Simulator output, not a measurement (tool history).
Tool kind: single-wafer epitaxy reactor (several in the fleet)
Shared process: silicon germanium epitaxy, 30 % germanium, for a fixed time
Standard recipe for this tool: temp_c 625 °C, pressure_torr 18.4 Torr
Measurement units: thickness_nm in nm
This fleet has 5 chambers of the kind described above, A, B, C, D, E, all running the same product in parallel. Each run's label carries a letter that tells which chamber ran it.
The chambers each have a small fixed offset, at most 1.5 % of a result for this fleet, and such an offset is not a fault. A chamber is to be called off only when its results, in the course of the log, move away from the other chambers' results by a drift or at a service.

run    day  temp_c  pressure_torr  hours since the last pyrometer calibration  hours since the last manometer calibration  read-back reference wafer on the same gauge, thickness_nm  thickness_nm
 1D  0.229     625           18.4                                       225.9                                      1334.8                                                     85.706        88.904
 2A  0.392     625           18.4                                      1260.1                                      1318.5                                                     85.747        89.348
 3E  0.650     625           18.4                                      1394.8                                       316.9                                                     85.744        89.214
 4C  0.904     625           18.4                                       204.5                                      1215.2                                                     85.857        88.676
 5B  1.200     625           18.4                                       679.6                                       362.6                                                     85.737        88.622
 6E  1.379     625           18.4                                      1412.3                                       334.4                                                     85.808        88.811
 7A  1.608     625           18.4                                      1289.3                                      1347.7                                                     85.825        89.246
 8C  1.938     625           18.4                                       229.3                                      1240.0                                                     85.886        88.065
 9D  2.171     625           18.4                                       272.5                                      1381.4                                                     85.873        89.336
10B  2.479     625           18.4                                       710.3                                       393.3                                                     85.711        88.625
11D  2.692     625           18.4                                       285.0                                      1393.9                                                     85.764        89.629
12B  2.854     615           21.8                                       719.3                                       402.3                                                     85.876        79.201
13C  3.079     615           21.8                                       256.7                                      1267.4                                                     85.968        79.092
14E  3.367     615           21.8                                      1460.0                                       382.1                                                     85.820        80.433
15A  3.704     615           21.8                                      1339.6                                      1398.0                                                     85.798        79.737
16D  3.912     615           21.8                                       314.3                                      1423.2                                                     85.772        79.608
17C  4.146     625           18.4                                       282.3                                      1293.0                                                     85.802        88.465
18E  4.446     625           16.1                                      1485.9                                       408.0                                                     85.775        84.116
19B  4.712     625           16.1                                       763.9                                       446.9                                                     85.924        83.815
20A  4.879     625           16.1                                      1367.8                                      1426.2                                                     85.747        83.696
21E  5.096     625           16.1                                      1501.5                                       423.6                                                     85.812        83.976
22A  5.433     625           16.1                                      1381.1                                      1439.5                                                     85.837        83.239
23C  5.742     625           18.4                                       320.6                                      1331.3                                                     85.825        88.529
24B  6.000     625           18.4                                       794.8                                       477.8                                                     85.822        88.848
     6.142  -- chamber E: pyrometer calibrated
25D  6.192     625           18.4                                       369.0                                      1477.9                                                     85.821        88.583
26E  6.412     625           18.4                                         6.6                                       455.2                                                     85.758        88.667
27A  6.608     625           18.4                                      1409.3                                      1467.7                                                     85.689        87.744
28C  6.904     625           18.4                                       348.5                                      1359.2                                                     85.851        88.603
29B  7.229     625           18.4                                       824.3                                       507.3                                                     85.747        88.231
     7.379  -- chamber A: capacitance manometer re-zeroed and calibrated
30D  7.529     625           18.4                                       401.1                                      1510.0                                                     85.748        88.669
31D  7.838     635           14.4                                       408.5                                      1517.4                                                     85.762        95.215
32B  8.050     635           14.4                                       844.0                                       527.0                                                     85.784        96.088
33E  8.267     635           14.4                                        51.1                                       499.7                                                     85.665        96.106
34A  8.579     635           14.4                                      1456.6                                        28.8                                                     85.756        93.520
35C  8.854     635           14.4                                       395.3                                      1406.0                                                     85.713        94.998
36B  9.092     625           18.4                                       869.0                                       552.0                                                     85.731        89.420
37D  9.262     625           18.4                                       442.7                                      1551.6                                                     85.877        88.496
38E  9.433     625           18.4                                        79.1                                       527.7                                                     85.929        88.894
39A  9.654     625           18.4                                      1482.4                                        54.6                                                     85.842        86.598
40C  9.942     625           18.4                                       421.4                                      1432.1                                                     85.725        88.819

One chamber off, gauge drift, or nothing amiss beyond the chambers' own small offsets? If it is a chamber, which one, and what is the likeliest cause?

Chamber A drifts away from the others.
Most likely cause: wafer temperature below the value expected at the setpoint (K) = 2.12.

Chamber A could run next with any of the 4 candidate recipes listed below; each alters the usual settings, and their results appear as question marks. Which one brings its results back in line with what the other chambers deliver on the usual settings?
Counts as in line when no further than this from what the other chambers average on the usual settings: thickness_nm 1.500 nm
41A-1  10.188     625           17.4                                                                                                                                                                ?
41A-2  10.188     626           18.5                                                                                                                                                                ?
41A-3  10.188     628           18.7                                                                                                                                                                ?
41A-4  10.188     625           16.0                                                                                                                                                                ?

The mean the other chambers reach with the usual settings: thickness_nm 88.657 nm
  run  thickness_nm
41A-1        84.887
41A-2        88.467
41A-3        91.918
41A-4        82.119
Change 41A-2 lands the chamber within the allowed miss of the other chambers.
